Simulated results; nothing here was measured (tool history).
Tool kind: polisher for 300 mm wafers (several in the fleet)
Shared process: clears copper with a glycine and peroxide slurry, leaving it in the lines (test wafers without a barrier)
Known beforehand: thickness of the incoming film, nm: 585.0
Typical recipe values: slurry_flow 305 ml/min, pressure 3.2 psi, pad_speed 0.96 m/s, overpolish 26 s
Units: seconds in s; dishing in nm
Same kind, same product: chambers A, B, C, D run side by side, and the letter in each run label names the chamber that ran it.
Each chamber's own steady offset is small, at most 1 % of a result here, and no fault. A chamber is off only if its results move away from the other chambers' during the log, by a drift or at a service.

run   hour  slurry_flow  pressure  pad_speed  overpolish  seconds  dishing
 1A   11.3          305       3.2       0.96          26   110.83   61.457
      16.2  -- chamber D: worn pad replaced by a new one
 2C   25.3          305       3.2       0.96          26   112.58   62.508
      27.3  -- chamber C: worn pad replaced by a new one
      28.5  -- chamber A: worn pad replaced by a new one
      35.4  -- chamber B: slurry nozzle cleaned
 3B     39          305       3.2       0.96          26   111.61   64.691
 4D   53.2          305       3.2       0.96          26   112.58   61.322
 5D   61.7          305       3.2       0.96          26   112.62   61.268
 6B   70.5          305       3.2       0.96          26   113.15    62.46
 7A   78.9          305       3.2       0.96          26   109.36    61.95
 8C   86.2          305       3.2       0.96          26   111.73   60.397
 9B  100.3          305       3.2       1.18          26    96.55   68.105
10D  111.5          305       3.2       1.18          26   92.907   67.312
11A  122.8          305       3.2       1.18          26   92.601   66.333
     124.2  -- chamber C: worn pad replaced by a new one
12C  134.5          305       3.2       1.18          26   93.402   68.692
13D  147.1          305       3.2       0.96          26   111.72   62.821
14A  154.7          305       3.2       0.96          26   111.29   62.143
     161.2  -- chamber D: worn pad replaced by a new one
15C  162.4          305       3.2       0.96          26   110.96   61.563
     164.4  -- chamber A: slurry nozzle cleaned
     165.8  -- chamber A: worn pad replaced by a new one
16B  174.3          305       3.2       0.96          26   116.22   60.963
     182.4  -- chamber C: slurry nozzle cleaned
17C  186.6          305       3.2       0.96          26   111.08   60.821
18B  200.2          305       3.2       0.96          26   119.13   61.358
19D  210.9          305       3.2       0.96          26   113.42   63.313
     218.6  -- chamber C: worn pad replaced by a new one
     224.8  -- chamber C: head pressure recalibrated
20A  224.8          305       3.2       0.96          26   112.48   62.201
21C  233.8          305       3.2       0.96          26   112.37   62.867
22B  241.4          305       3.2       0.96          26   119.69   59.129
23D  250.9          305       3.2       0.96          26    110.7   63.286
24A  262.3          305       3.2       0.96          26   111.46   62.189
25D  276.5          205       2.5       0.96          26   144.65   56.113
26C  286.5          205       2.5       0.96          26   142.86   53.799
27A    300          205       2.5       0.96          26   145.65   54.989
     303.9  -- chamber B: slurry nozzle cleaned
28B  306.8          205       2.5       0.96          26   153.54   52.687
     308.8  -- chamber D: worn pad replaced by a new one
     319.4  -- chamber A: worn pad replaced by a new one
     320.8  -- chamber C: worn pad replaced by a new one
29B  321.3          305       3.2       0.96          26   122.89   59.745
30C  335.8          305       3.2       0.96          26   113.36   62.186
31A  348.3          305       3.2       0.96          26    112.4   62.078
32D  357.1          305       3.2       0.96          26   114.06   63.019
33C  368.7          305       3.2       0.96          26   112.35    62.92

Next, all 4 chambers run the settings below, one line each with question marks for the results. What does each chamber give?
34A  379.1          305       3.2       0.96          26        ?        ?
34B  379.1          305       3.2       0.96          26        ?        ?
34C  379.1          305       3.2       0.96          26        ?        ?
34D  379.1          305       3.2       0.96          26        ?        ?

run  seconds  dishing
34A   111.56   62.024
34B   127.89    58.27
34C   110.15   64.345
34D   112.64   62.448
